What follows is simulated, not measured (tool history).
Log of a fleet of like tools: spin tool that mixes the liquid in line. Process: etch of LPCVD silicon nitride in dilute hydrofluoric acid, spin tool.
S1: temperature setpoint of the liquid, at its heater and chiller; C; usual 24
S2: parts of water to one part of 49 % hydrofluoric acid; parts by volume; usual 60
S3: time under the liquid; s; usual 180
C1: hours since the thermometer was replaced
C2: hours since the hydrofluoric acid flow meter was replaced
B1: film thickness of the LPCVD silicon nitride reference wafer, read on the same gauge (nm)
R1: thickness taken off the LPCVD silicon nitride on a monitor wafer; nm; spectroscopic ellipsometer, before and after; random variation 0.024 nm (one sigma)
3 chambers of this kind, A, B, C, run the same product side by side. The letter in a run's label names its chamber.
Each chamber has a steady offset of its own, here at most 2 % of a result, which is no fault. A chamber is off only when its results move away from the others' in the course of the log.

run	hour	S1	S2	S3	C1	C2	B1	R1
1C	5.9	24	60	180	430.1	725.8	120	1.2915
2B	11.4	24	60	180	302.7	314.6	120	1.3218
3A	19.1	24	60	180	329.8	158.5	119.99	1.2804
4C	23.7	24	60	180	447.9	743.6	120.03	1.3619
5A	28.7	24	60	180	339.4	168.1	119.97	1.3037
6B	34.6	24	60	180	325.9	337.8	120.01	1.3483
7C	39	24	60	180	463.2	758.9	120.04	1.3701
8A	45.5	24	60	180	356.2	184.9	120	1.3107
9B	52.2	24	60	180	343.5	355.4	119.99	1.3252
10B	60.1	24	60	180	351.4	363.3	119.99	1.3501
11A	65.1	24	60	180	375.8	204.5	120.03	1.3029
12C	72.8	24	60	180	497	792.7	120	1.3306
13A	77.4	24	60	180	388.1	216.8	120	1.2816
14C	85.3	24	60	180	509.5	805.2	120	1.3467
15B	94.2	24	60	180	385.5	397.4	119.99	1.3258
16C	99.4	24	60	180	523.6	819.3	119.97	1.3609
17B	103.6	24	60	180	394.9	406.8	120.02	1.3053
18A	109.4	24	60	180	420.1	248.8	119.99	1.2893
19B	117.2	24	60	180	408.5	420.4	119.97	1.308
20A	123.3	24	80	180	434	262.7	120.03	1.0036
21C	129.8	24	80	180	554	849.7	119.99	1.0756
22A	134.6	24	80	180	445.3	274	120	0.94949
23C	144.3	24	60	180	568.5	864.2	120.02	1.4437
24B	149.1	24	60	180	440.4	452.3	119.99	1.3337
25B	154.7	24	60	180	446	457.9	120.01	1.3672
26A	162.4	24	60	180	473.1	301.8	120.01	1.2915
27C	167.1	24	30	180	591.3	887	120	2.9676
28B	172.5	24	30	180	463.8	475.7	119.98	2.6206
29A	180.4	24	30	180	491.1	319.8	120.02	2.4674

All 3 chambers run these settings next. Forecast each chamber's results:
30A	187.4	21	60	180				?
30B	187.4	21	60	180				?
30C	187.4	21	60	180				?

run	R1
30A	1.0713
30B	1.1057
30C	1.25
